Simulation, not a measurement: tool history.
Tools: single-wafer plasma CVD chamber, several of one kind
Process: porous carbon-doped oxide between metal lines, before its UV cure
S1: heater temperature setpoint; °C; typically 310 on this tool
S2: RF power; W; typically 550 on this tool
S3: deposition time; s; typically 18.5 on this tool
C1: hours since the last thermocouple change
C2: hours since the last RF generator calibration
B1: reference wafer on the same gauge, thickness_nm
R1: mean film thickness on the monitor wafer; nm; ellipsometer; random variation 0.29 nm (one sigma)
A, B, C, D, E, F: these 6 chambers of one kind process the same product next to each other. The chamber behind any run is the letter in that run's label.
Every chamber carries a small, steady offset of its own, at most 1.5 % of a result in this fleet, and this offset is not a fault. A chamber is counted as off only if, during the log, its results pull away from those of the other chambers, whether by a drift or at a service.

run   hour   S1   S2    S3      C1      C2      B1       R1
 1A    9.7  310  550  18.5   392.6   572.5  84.990  103.100
 2B   14.4  310  550  18.5   343.4  1500.3  85.000  103.560
 3E   23.5  310  550  18.5    51.9  1410.0  85.017  101.910
 4F   32.0  310  550  18.5  1343.3  1627.4  84.999  102.040
 5D   37.1  310  550  18.5  2494.3   362.9  84.976  101.810
 6C   42.7  310  550  18.5   316.0  1049.3  84.965  102.070
 7B   51.0  310  550  18.5   380.0  1536.9  84.989  103.650
      57.3  -- chamber D: thermocouple changed; heater temperature recalibrated
 8D   60.6  310  550  21.6     3.3   386.4  85.070  118.580
 9F   65.3  310  550  21.6  1376.6  1660.7  84.997  118.680
10C   71.5  310  550  21.6   344.8  1078.1  84.986  118.370
      80.6  -- chamber E: RF generator calibrated
11E   81.2  310  550  21.6   109.6     0.6  85.005  118.820
12A   88.7  310  550  21.6   471.6   651.5  84.985  119.360
13F   98.2  310  550  21.6  1409.5  1693.6  84.999  118.340
14B  103.5  310  550  16.7   432.5  1589.4  84.980   93.788
15C  113.0  310  550  16.7   386.3  1119.6  85.002   91.916
16E  121.3  310  550  16.7   149.7    40.7  85.033   92.483
17A  126.5  310  550  16.7   509.4   689.3  85.044   93.216
18D  132.9  310  550  16.7    75.6   458.7  84.985   92.287
19D  138.1  310  550  16.7    80.8   463.9  85.019   92.181
20E  147.7  310  550  18.5   176.1    67.1  84.997  102.230
21F  157.1  298  635  18.5  1468.4  1752.5  85.035  120.420
22A  164.0  298  635  18.5   546.9   726.8  84.995  121.290
23C  171.6  298  635  18.5   444.9  1178.2  85.010  120.170
     175.1  -- chamber F: thermocouple changed; heater temperature recalibrated
24B  177.0  298  635  18.5   506.0  1662.9  84.970  123.570
25A  186.3  298  635  18.5   569.2   749.1  85.030  120.560
26C  195.0  298  635  18.5   468.3  1201.6  84.999  120.150
27F  202.0  310  550  18.5    27.0  1797.4  84.986  101.540
28E  210.5  310  550  18.5   238.9   129.9  85.033  102.060
29B  215.1  310  550  18.5   544.1  1701.0  84.957  105.600
30D  220.4  310  550  18.5   163.1   546.2  84.993  102.040
31E  229.0  310  550  18.5   257.4   148.4  85.025  102.310
32C  234.9  310  550  18.5   508.2  1241.5  84.998  102.150
     236.3  -- chamber A: RF generator calibrated
33F  240.9  310  550  18.5    65.9  1836.3  85.058  102.110
34B  245.6  310  550  18.5   574.6  1731.5  84.937  105.920
35A  250.8  310  550  18.5   633.7    14.5  85.049  103.120
36D  260.3  310  550  18.5   203.0   586.1  85.018  101.340
37B  268.6  310  550  18.5   597.6  1754.5  84.990  106.740
38D  278.0  310  550  18.5   220.7   603.8  85.041  101.620

Each of the 6 chambers runs these same settings next. Fill in every chamber's results:
39A  285.0  310  550  18.5               ?
39B  285.0  310  550  18.5               ?
39C  285.0  310  550  18.5               ?
39D  285.0  310  550  18.5               ?
39E  285.0  310  550  18.5               ?
39F  285.0  310  550  18.5               ?

run       R1
39A  103.060
39B  107.620
39C  101.510
39D  101.890
39E  102.580
39F  101.920
